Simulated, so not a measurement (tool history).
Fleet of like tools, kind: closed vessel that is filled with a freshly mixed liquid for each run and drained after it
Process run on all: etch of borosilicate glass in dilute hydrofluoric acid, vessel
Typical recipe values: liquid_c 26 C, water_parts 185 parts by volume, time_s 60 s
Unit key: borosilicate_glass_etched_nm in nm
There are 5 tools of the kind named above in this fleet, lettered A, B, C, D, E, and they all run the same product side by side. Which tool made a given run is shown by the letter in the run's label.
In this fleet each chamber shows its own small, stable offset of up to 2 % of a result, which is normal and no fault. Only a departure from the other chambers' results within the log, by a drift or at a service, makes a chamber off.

run   hour  liquid_c  water_parts  time_s  hours since the thermometer was replaced  hours since the hydrofluoric acid flow meter was replaced  read-back film thickness of the borosilicate glass reference wafer, read on the same gauge (nm)  borosilicate_glass_etched_nm
 1D   11.7        26          185      60                                     993.5                                                      837.3                                                                                           80.018                        5.2788
 2E   17.6        26          185      60                                     282.1                                                      840.7                                                                                           79.973                         5.308
 3B   23.4        26          185      60                                     782.5                                                        145                                                                                           79.996                        5.4202
 4A   34.3        26          185      60                                     712.7                                                      256.2                                                                                           79.995                        5.3666
 5C   45.8        26          185      60                                     841.7                                                      124.6                                                                                           80.028                         5.307
 6C   57.4        26          185      60                                     853.3                                                      136.2                                                                                           79.995                        5.4664
 7D   66.7        26          100      85                                    1048.5                                                      892.3                                                                                           80.002                        15.125
 8E   72.2        26          100      85                                     336.7                                                      895.3                                                                                           80.027                        15.052
 9A   81.3        26          100      85                                     759.7                                                      303.2                                                                                               80                        15.788
10B   87.1        26          100      85                                     846.2                                                      208.7                                                                                           80.007                        16.055
11E   96.4        26          100      85                                     360.9                                                      919.5                                                                                           79.989                        15.298
12D  107.1        26          185      60                                    1088.9                                                      932.7                                                                                           79.997                        5.0796
13A  117.2        26          155      50                                     795.6                                                      339.1                                                                                           80.007                        5.5133
14C  127.9        26          155      50                                     923.8                                                      206.7                                                                                           80.008                        5.6525
15B  133.6        26          155      50                                     892.7                                                      255.2                                                                                           80.006                        5.4853
16E  145.6        26          155      50                                     410.1                                                      968.7                                                                                           80.019                        5.4302
17D  151.2        26          155      50                                      1133                                                      976.8                                                                                           79.986                        5.1923
18C  156.6        26          185      60                                     952.5                                                      235.4                                                                                           79.965                        5.4416
19B  168.7        26          185      60                                     927.8                                                      290.3                                                                                           80.001                        5.3878
20A  176.1        26          185      60                                     854.5                                                        398                                                                                            80.02                        5.4169
21D  182.4        26          185      60                                    1164.2                                                       1008                                                                                           79.994                        5.0859
22C  190.6        26          185      60                                     986.5                                                      269.4                                                                                           80.015                        5.4284
23E  197.1        26          185      60                                     461.6                                                     1020.2                                                                                           79.971                        5.2675
24A  207.7        26          185      60                                     886.1                                                      429.6                                                                                            80.01                        5.3828
25B  213.8        28          185      60                                     972.9                                                      335.4                                                                                           80.029                         5.746
26D  225.4        28          185      60                                    1207.2                                                       1051                                                                                           80.028                        5.2823
27A  234.7        28          185      60                                     913.1                                                      456.6                                                                                           79.967                        5.6999
28C  242.6        28          185      60                                    1038.5                                                      321.4                                                                                           80.007                        5.7594
29E  253.3        28          185      60                                     517.8                                                     1076.4                                                                                           79.993                        5.6843
30B  265.3        26          185      60                                    1024.4                                                      386.9                                                                                           80.009                        5.4391
31C  271.1        26          185      60                                      1067                                                      349.9                                                                                           80.037                        5.4009
32B  282.7        26          185      60                                    1041.8                                                      404.3                                                                                           80.021                        5.4162
     288.6  -- chamber A: hydrofluoric acid flow meter replaced
33E  294.2        26          185      60                                     558.7                                                     1117.3                                                                                           79.986                        5.2948
34A  299.8        26          185      60                                     978.2                                                       11.2                                                                                           80.007                         5.322
35D  310.5        22          120      60                                    1292.3                                                     1136.1                                                                                           79.995                        6.8126
36A  318.9        22          120      60                                     997.3                                                       30.3                                                                                           80.016                        7.6988
37C  330.3        22          120      60                                    1126.2                                                      409.1                                                                                           79.999                        7.9059

Does one chamber stand apart from the rest, does the shared gauge drift, or is all well apart from small per-chamber offsets? Give the chamber and the most likely cause, where there is one.

Little by little, chamber D moves away from the other chambers.
Likeliest cause: hydrofluoric acid flow below the setpoint (%) = 9.74.

Chamber D could run next with any of the 4 candidate recipes listed below; each alters the usual settings, and their results appear as question marks. Which one brings its results back in line with what the other chambers deliver on the usual settings?
Counts as in line when no further than this from what the other chambers average on the usual settings: borosilicate_glass_etched_nm 0.17 nm
38D-1   339        26          155      60                                                                                                                                                                                                                                   ?
38D-2   339        26          220      60                                                                                                                                                                                                                                   ?
38D-3   339        30          185      60                                                                                                                                                                                                                                   ?
38D-4   339        22          185      60                                                                                                                                                                                                                                   ?

Usual-settings mean across the other chambers: borosilicate_glass_etched_nm 5.3706 nm
  run  borosilicate_glass_etched_nm
38D-1                        5.8322
38D-2                        3.7943
38D-3                        5.4134
38D-4                        4.0673
38D-3 brings the chamber back in line.

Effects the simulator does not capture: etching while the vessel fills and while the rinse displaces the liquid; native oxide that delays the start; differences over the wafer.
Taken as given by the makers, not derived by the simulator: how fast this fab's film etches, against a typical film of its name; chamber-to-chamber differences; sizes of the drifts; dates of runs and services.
